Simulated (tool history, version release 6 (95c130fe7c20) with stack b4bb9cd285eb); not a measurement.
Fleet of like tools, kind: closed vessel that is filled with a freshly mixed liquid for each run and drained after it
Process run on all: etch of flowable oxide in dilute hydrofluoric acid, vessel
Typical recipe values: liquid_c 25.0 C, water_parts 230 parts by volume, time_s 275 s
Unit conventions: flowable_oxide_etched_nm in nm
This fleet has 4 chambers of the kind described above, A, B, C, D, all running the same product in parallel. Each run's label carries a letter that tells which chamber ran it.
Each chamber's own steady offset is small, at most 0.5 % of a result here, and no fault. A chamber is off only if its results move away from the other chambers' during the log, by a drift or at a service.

run	hour	liquid_c	water_parts	time_s	hours since the thermometer was replaced	hours since the hydrofluoric acid flow meter was replaced	read-back film thickness of the flowable oxide reference wafer, read on the same gauge (nm)	flowable_oxide_etched_nm
1D	8.6	25.0	230	275	470.6	117.4	49.959	23.2490
2C	19.8	25.0	230	275	574.5	2006.3	49.992	23.3480
3B	29.5	25.0	230	275	860.2	1368.7	50.014	23.1980
4A	39.6	25.0	230	275	387.4	685.3	49.997	23.0410
5A	51.3	25.0	230	275	399.1	697.0	49.988	23.1220
6C	61.0	25.0	230	275	615.7	2047.5	49.988	22.6720
7B	72.0	25.0	315	175	902.7	1411.2	50.031	10.0330
8D	77.4	25.0	315	175	539.4	186.2	50.014	9.7244
9A	84.5	25.0	315	175	432.3	730.2	50.012	9.8216
10C	95.1	25.0	315	175	649.8	2081.6	50.001	9.6204
11D	102.7	25.0	230	275	564.7	211.5	50.030	23.1720
12B	109.0	25.0	230	275	939.7	1448.2	49.986	23.3440
13A	119.0	22.5	230	155	466.8	764.7	49.996	12.0040
14B	125.9	22.5	230	155	956.6	1465.1	49.984	11.8240
15C	131.1	22.5	230	155	685.8	2117.6	50.023	11.4210
16D	138.5	22.5	230	155	600.5	247.3	50.011	11.9590
17D	147.4	25.0	230	275	609.4	256.2	50.020	22.8830
18C	155.8	25.0	230	275	710.5	2142.3	49.995	21.8830
# hour 156.8: chamber B: hydrofluoric acid flow meter replaced
19B	161.5	25.0	230	275	992.2	4.7	50.013	22.8750
20A	172.1	25.0	230	275	519.9	817.8	49.989	23.3610
21C	178.9	25.0	230	275	733.6	2165.4	49.996	21.6220
22A	185.8	25.0	230	275	533.6	831.5	49.988	23.2360
23B	197.4	28.5	300	275	1028.1	40.6	49.970	18.9010
24D	203.5	28.5	300	275	665.5	312.3	49.985	18.3460
25B	211.0	28.5	300	275	1041.7	54.2	49.971	18.6720
26A	218.3	28.5	300	275	566.1	864.0	50.023	18.8280
27C	225.7	25.0	230	275	780.4	2212.2	49.991	21.4950
28D	231.8	25.0	230	275	693.8	340.6	50.002	23.0210
29B	238.1	25.0	230	275	1068.8	81.3	50.045	23.1190

Is one chamber out of step, is the gauge drifting, or do the chambers differ by no more than their own small offsets? For an off chamber, give its letter and the likeliest cause.

Little by little, chamber C moves away from the other chambers.
Likeliest cause: liquid colder than its thermometer reads (K) = 1.72.
The log may not tell that from: hydrofluoric acid flow below the setpoint (%).

Chamber C could run next with any of the 4 candidate recipes listed below; each alters the usual settings, and their results appear as question marks. Which one brings its results back in line with what the other chambers deliver on the usual settings?
In line means no further than this from the other chambers' mean on the usual settings: flowable_oxide_etched_nm 0.5600 nm
30C-1	246.6	25.0	225	275				?
30C-2	246.6	25.0	230	255				?
30C-3	246.6	25.0	230	295				?
30C-4	246.6	25.0	230	265				?

On the usual settings, the other chambers give on average: flowable_oxide_etched_nm 23.1750 nm
run	flowable_oxide_etched_nm
30C-1	22.1080
30C-2	19.9610
30C-3	23.0920
30C-4	20.7430
30C-3 is the one that brings the chamber's results back in line with the other chambers.

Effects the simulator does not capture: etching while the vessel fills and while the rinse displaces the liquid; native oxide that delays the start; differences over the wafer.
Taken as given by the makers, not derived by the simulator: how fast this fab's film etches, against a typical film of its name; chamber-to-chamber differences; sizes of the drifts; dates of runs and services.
